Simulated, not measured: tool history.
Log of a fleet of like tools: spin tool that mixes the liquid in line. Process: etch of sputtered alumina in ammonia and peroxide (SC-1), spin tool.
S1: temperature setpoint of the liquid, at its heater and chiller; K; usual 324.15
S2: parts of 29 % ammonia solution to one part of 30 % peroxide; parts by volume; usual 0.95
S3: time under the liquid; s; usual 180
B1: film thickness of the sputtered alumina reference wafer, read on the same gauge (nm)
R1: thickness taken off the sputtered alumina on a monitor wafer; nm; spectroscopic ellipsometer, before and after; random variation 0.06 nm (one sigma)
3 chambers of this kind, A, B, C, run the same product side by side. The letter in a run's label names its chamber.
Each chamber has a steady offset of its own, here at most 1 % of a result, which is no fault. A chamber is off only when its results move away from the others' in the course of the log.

-- hour=6.3 chamber C: new drum of ammonia solution connected
run 1C hour=7.3 | S1=324.15 S2=0.95 S3=180 | B1=59.945 | R1=7.1656
run 2A hour=15.2 | S1=324.15 S2=0.95 S3=180 | B1=60.018 | R1=7.1598
run 3B hour=19.9 | S1=324.15 S2=0.95 S3=180 | B1=60.036 | R1=7.1835
run 4A hour=25.9 | S1=324.15 S2=0.95 S3=180 | B1=59.989 | R1=7.1971
run 5B hour=30.8 | S1=324.15 S2=0.95 S3=180 | B1=59.968 | R1=7.1728
run 6C hour=37.3 | S1=324.15 S2=0.95 S3=180 | B1=59.989 | R1=7.2806
run 7A hour=43.3 | S1=324.15 S2=0.95 S3=180 | B1=60.005 | R1=7.0372
run 8C hour=48.5 | S1=324.15 S2=0.95 S3=180 | B1=60.037 | R1=7.1895
-- hour=54.4 chamber C: thermometer replaced
run 9B hour=55.5 | S1=316.15 S2=0.95 S3=250 | B1=60.064 | R1=6.4331
run 10A hour=62.6 | S1=316.15 S2=0.95 S3=250 | B1=59.964 | R1=6.3374
run 11C hour=68.2 | S1=316.15 S2=0.95 S3=250 | B1=60.031 | R1=6.4591
run 12B hour=74.2 | S1=324.15 S2=0.95 S3=180 | B1=59.994 | R1=7.1275
run 13C hour=81.2 | S1=324.15 S2=0.95 S3=180 | B1=59.986 | R1=7.2256
run 14B hour=84.6 | S1=324.15 S2=0.95 S3=180 | B1=60 | R1=7.1451
run 15A hour=91.2 | S1=324.15 S2=0.95 S3=180 | B1=60.05 | R1=7.0589
run 16A hour=95.2 | S1=324.15 S2=0.95 S3=180 | B1=60.018 | R1=6.8535
run 17C hour=99 | S1=324.15 S2=0.95 S3=180 | B1=60.017 | R1=7.2433
run 18B hour=104.8 | S1=324.15 S2=0.95 S3=180 | B1=59.997 | R1=7.1208
run 19C hour=110.6 | S1=324.15 S2=0.95 S3=180 | B1=60.054 | R1=7.1988
run 20B hour=117.3 | S1=321.15 S2=0.8 S3=180 | B1=59.977 | R1=5.9313
run 21A hour=123.5 | S1=321.15 S2=0.8 S3=180 | B1=59.996 | R1=5.694
run 22C hour=128.2 | S1=321.15 S2=0.8 S3=180 | B1=60.003 | R1=6.0541
run 23A hour=134.5 | S1=324.15 S2=0.95 S3=180 | B1=60.004 | R1=6.6887
run 24B hour=139.8 | S1=324.15 S2=1.15 S3=95 | B1=60.017 | R1=3.8421
run 25C hour=145.6 | S1=324.15 S2=1.15 S3=95 | B1=60.031 | R1=3.9222
run 26B hour=152.1 | S1=324.15 S2=1.15 S3=95 | B1=60.023 | R1=3.8285
run 27A hour=157.5 | S1=324.15 S2=0.95 S3=180 | B1=60.04 | R1=6.5638
-- hour=158.7 chamber B: new drum of ammonia solution connected
run 28B hour=161.3 | S1=324.15 S2=0.95 S3=180 | B1=60.051 | R1=7.2554
run 29C hour=168.1 | S1=324.15 S2=0.95 S3=180 | B1=59.976 | R1=7.3268

Next, every chamber runs the same settings. What will each give?
run 30A hour=173.8 | S1=324.15 S2=0.95 S3=180 | R1=?
run 30B hour=173.8 | S1=324.15 S2=0.95 S3=180 | R1=?
run 30C hour=173.8 | S1=324.15 S2=0.95 S3=180 | R1=?

run=30A R1=6.469
run=30B R1=7.2154
run=30C R1=7.2233
